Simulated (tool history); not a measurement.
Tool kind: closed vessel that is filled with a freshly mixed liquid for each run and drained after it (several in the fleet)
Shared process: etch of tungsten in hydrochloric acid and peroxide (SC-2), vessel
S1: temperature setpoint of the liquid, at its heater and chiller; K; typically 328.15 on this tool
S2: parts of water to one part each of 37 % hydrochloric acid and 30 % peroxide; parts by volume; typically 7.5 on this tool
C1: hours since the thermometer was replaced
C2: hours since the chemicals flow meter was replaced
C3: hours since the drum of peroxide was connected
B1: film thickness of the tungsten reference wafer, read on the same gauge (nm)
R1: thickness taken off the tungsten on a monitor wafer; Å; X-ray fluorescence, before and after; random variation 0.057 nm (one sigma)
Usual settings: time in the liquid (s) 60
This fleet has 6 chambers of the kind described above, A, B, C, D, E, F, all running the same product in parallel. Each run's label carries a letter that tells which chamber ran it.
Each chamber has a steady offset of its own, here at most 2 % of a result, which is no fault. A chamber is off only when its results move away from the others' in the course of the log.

{"run": "1F", "hour": 3.7, "S1": 328.15, "S2": 7.5, "time in the liquid (s)": 60, "C1": 1381.8, "C2": 1426.2, "C3": 87.8, "B1": 100.0, "R1": 137.35}
{"run": "2A", "hour": 5.8, "S1": 328.15, "S2": 7.5, "time in the liquid (s)": 60, "C1": 1150.4, "C2": 257.8, "C3": 290.8, "B1": 100.01, "R1": 133.32}
{"hour": 6.6, "done": "chamber D: chemicals flow meter replaced"}
{"run": "3B", "hour": 8.6, "S1": 328.15, "S2": 7.5, "time in the liquid (s)": 60, "C1": 2099.1, "C2": 466.2, "C3": 284.5, "B1": 100.02, "R1": 133.6}
{"run": "4D", "hour": 10.9, "S1": 328.15, "S2": 7.5, "time in the liquid (s)": 60, "C1": 1389.3, "C2": 4.4, "C3": 656.5, "B1": 100.01, "R1": 134.31}
{"run": "5E", "hour": 15.1, "S1": 328.15, "S2": 7.5, "time in the liquid (s)": 60, "C1": 530.4, "C2": 47.7, "C3": 114.5, "B1": 100.01, "R1": 135.68}
{"run": "6C", "hour": 18.2, "S1": 328.15, "S2": 7.5, "time in the liquid (s)": 60, "C1": 1462.5, "C2": 398.6, "C3": 179.9, "B1": 99.971, "R1": 134.86}
{"run": "7A", "hour": 20.8, "S1": 328.15, "S2": 7.5, "time in the liquid (s)": 60, "C1": 1165.4, "C2": 272.8, "C3": 305.8, "B1": 100.03, "R1": 131.73}
{"run": "8F", "hour": 24.8, "S1": 328.15, "S2": 7.5, "time in the liquid (s)": 60, "C1": 1402.9, "C2": 1447.3, "C3": 108.9, "B1": 100.02, "R1": 137.32}
{"run": "9D", "hour": 27.3, "S1": 328.15, "S2": 4.5, "time in the liquid (s)": 45, "C1": 1405.7, "C2": 20.8, "C3": 672.9, "B1": 100.02, "R1": 148.52}
{"run": "10E", "hour": 29.2, "S1": 328.15, "S2": 4.5, "time in the liquid (s)": 45, "C1": 544.5, "C2": 61.8, "C3": 128.6, "B1": 99.996, "R1": 147.26}
{"run": "11C", "hour": 31.6, "S1": 328.15, "S2": 4.5, "time in the liquid (s)": 45, "C1": 1475.9, "C2": 412.0, "C3": 193.3, "B1": 100.0, "R1": 145.14}
{"run": "12B", "hour": 33.9, "S1": 328.15, "S2": 4.5, "time in the liquid (s)": 45, "C1": 2124.4, "C2": 491.5, "C3": 309.8, "B1": 100.02, "R1": 147.65}
{"run": "13D", "hour": 37.8, "S1": 328.15, "S2": 4.5, "time in the liquid (s)": 45, "C1": 1416.2, "C2": 31.3, "C3": 683.4, "B1": 100.03, "R1": 149.31}
{"run": "14B", "hour": 40.5, "S1": 328.15, "S2": 4.5, "time in the liquid (s)": 45, "C1": 2131.0, "C2": 498.1, "C3": 316.4, "B1": 99.999, "R1": 148.19}
{"run": "15C", "hour": 43.4, "S1": 328.15, "S2": 7.5, "time in the liquid (s)": 60, "C1": 1487.7, "C2": 423.8, "C3": 205.1, "B1": 99.974, "R1": 133.88}
{"run": "16A", "hour": 47.1, "S1": 328.15, "S2": 7.5, "time in the liquid (s)": 60, "C1": 1191.7, "C2": 299.1, "C3": 332.1, "B1": 100.01, "R1": 131.28}
{"run": "17E", "hour": 49.2, "S1": 328.15, "S2": 7.5, "time in the liquid (s)": 60, "C1": 564.5, "C2": 81.8, "C3": 148.6, "B1": 99.968, "R1": 135.95}
{"run": "18F", "hour": 51.3, "S1": 328.15, "S2": 7.5, "time in the liquid (s)": 60, "C1": 1429.4, "C2": 1473.8, "C3": 135.4, "B1": 99.998, "R1": 137.01}
{"run": "19A", "hour": 55.1, "S1": 328.15, "S2": 7.5, "time in the liquid (s)": 60, "C1": 1199.7, "C2": 307.1, "C3": 340.1, "B1": 100.01, "R1": 130.96}
{"run": "20E", "hour": 58.3, "S1": 328.15, "S2": 7.5, "time in the liquid (s)": 60, "C1": 573.6, "C2": 90.9, "C3": 157.7, "B1": 99.99, "R1": 135.9}
{"run": "21F", "hour": 62.0, "S1": 328.15, "S2": 7.5, "time in the liquid (s)": 60, "C1": 1440.1, "C2": 1484.5, "C3": 146.1, "B1": 100.01, "R1": 138.15}
{"run": "22C", "hour": 66.1, "S1": 328.15, "S2": 5.0, "time in the liquid (s)": 60, "C1": 1510.4, "C2": 446.5, "C3": 227.8, "B1": 100.01, "R1": 181.03}
{"run": "23D", "hour": 69.3, "S1": 328.15, "S2": 5.0, "time in the liquid (s)": 60, "C1": 1447.7, "C2": 62.8, "C3": 714.9, "B1": 100.01, "R1": 184.26}
{"hour": 73.1, "done": "chamber D: new drum of peroxide connected"}
{"run": "24B", "hour": 73.2, "S1": 328.15, "S2": 5.0, "time in the liquid (s)": 60, "C1": 2163.7, "C2": 530.8, "C3": 349.1, "B1": 99.956, "R1": 182.18}
{"run": "25F", "hour": 76.8, "S1": 328.15, "S2": 5.0, "time in the liquid (s)": 60, "C1": 1454.9, "C2": 1499.3, "C3": 160.9, "B1": 99.976, "R1": 184.61}
{"run": "26B", "hour": 79.3, "S1": 328.15, "S2": 5.0, "time in the liquid (s)": 60, "C1": 2169.8, "C2": 536.9, "C3": 355.2, "B1": 99.967, "R1": 183.12}
{"run": "27C", "hour": 82.9, "S1": 328.15, "S2": 5.0, "time in the liquid (s)": 60, "C1": 1527.2, "C2": 463.3, "C3": 244.6, "B1": 99.986, "R1": 182.31}
{"run": "28D", "hour": 85.8, "S1": 328.15, "S2": 7.5, "time in the liquid (s)": 60, "C1": 1464.2, "C2": 79.3, "C3": 12.8, "B1": 100.0, "R1": 135.03}
{"run": "29E", "hour": 89.6, "S1": 328.15, "S2": 7.5, "time in the liquid (s)": 60, "C1": 604.9, "C2": 122.2, "C3": 189.0, "B1": 99.978, "R1": 134.58}
{"run": "30A", "hour": 91.8, "S1": 328.15, "S2": 7.5, "time in the liquid (s)": 60, "C1": 1236.4, "C2": 343.8, "C3": 376.8, "B1": 100.03, "R1": 128.05}
{"run": "31F", "hour": 95.0, "S1": 321.15, "S2": 7.5, "time in the liquid (s)": 95, "C1": 1473.1, "C2": 1517.5, "C3": 179.1, "B1": 99.996, "R1": 135.81}
{"run": "32A", "hour": 98.6, "S1": 321.15, "S2": 7.5, "time in the liquid (s)": 95, "C1": 1243.2, "C2": 350.6, "C3": 383.6, "B1": 99.992, "R1": 127.73}
{"run": "33D", "hour": 100.5, "S1": 321.15, "S2": 7.5, "time in the liquid (s)": 95, "C1": 1478.9, "C2": 94.0, "C3": 27.5, "B1": 100.02, "R1": 134.82}
{"run": "34C", "hour": 103.7, "S1": 321.15, "S2": 7.5, "time in the liquid (s)": 95, "C1": 1548.0, "C2": 484.1, "C3": 265.4, "B1": 100.01, "R1": 132.98}
{"run": "35B", "hour": 106.1, "S1": 321.15, "S2": 7.5, "time in the liquid (s)": 95, "C1": 2196.6, "C2": 563.7, "C3": 382.0, "B1": 100.0, "R1": 134.03}
{"run": "36E", "hour": 108.8, "S1": 321.15, "S2": 7.5, "time in the liquid (s)": 95, "C1": 624.1, "C2": 141.4, "C3": 208.2, "B1": 99.994, "R1": 134.07}

Is one chamber off against the others, does the gauge drift, or is nothing wrong? If a chamber is off, say which, and what the likeliest cause is.

It is chamber A that slowly wanders off from its peers.
Most likely cause: liquid colder than its thermometer reads (K) = 0.673.
The log may not separate it from: chemicals flow below the setpoint (%); peroxide weaker than its label (%).

Here are 4 candidates for chamber A's next run, each the usual settings with a change, their results left as question marks. Which one brings its results back in line with what the others give on the usual settings?
Maximum distance from the other chambers' mean on the usual settings for a result to count as in line: R1 2.00 Å
{"run": "37A-1", "hour": 111.9, "S1": 329.15, "S2": 7.5, "time in the liquid (s)": 60, "R1": "?"}
{"run": "37A-2", "hour": 111.9, "S1": 330.15, "S2": 7.5, "time in the liquid (s)": 60, "R1": "?"}
{"run": "37A-3", "hour": 111.9, "S1": 326.15, "S2": 7.5, "time in the liquid (s)": 60, "R1": "?"}
{"run": "37A-4", "hour": 111.9, "S1": 327.15, "S2": 7.5, "time in the liquid (s)": 60, "R1": "?"}

On the usual settings, the other chambers give on average: R1 134.79 Å
run=37A-1 R1=135.00
run=37A-2 R1=143.88
run=37A-3 R1=111.19
run=37A-4 R1=118.64
It is 37A-1 that realigns the chamber with its peers.
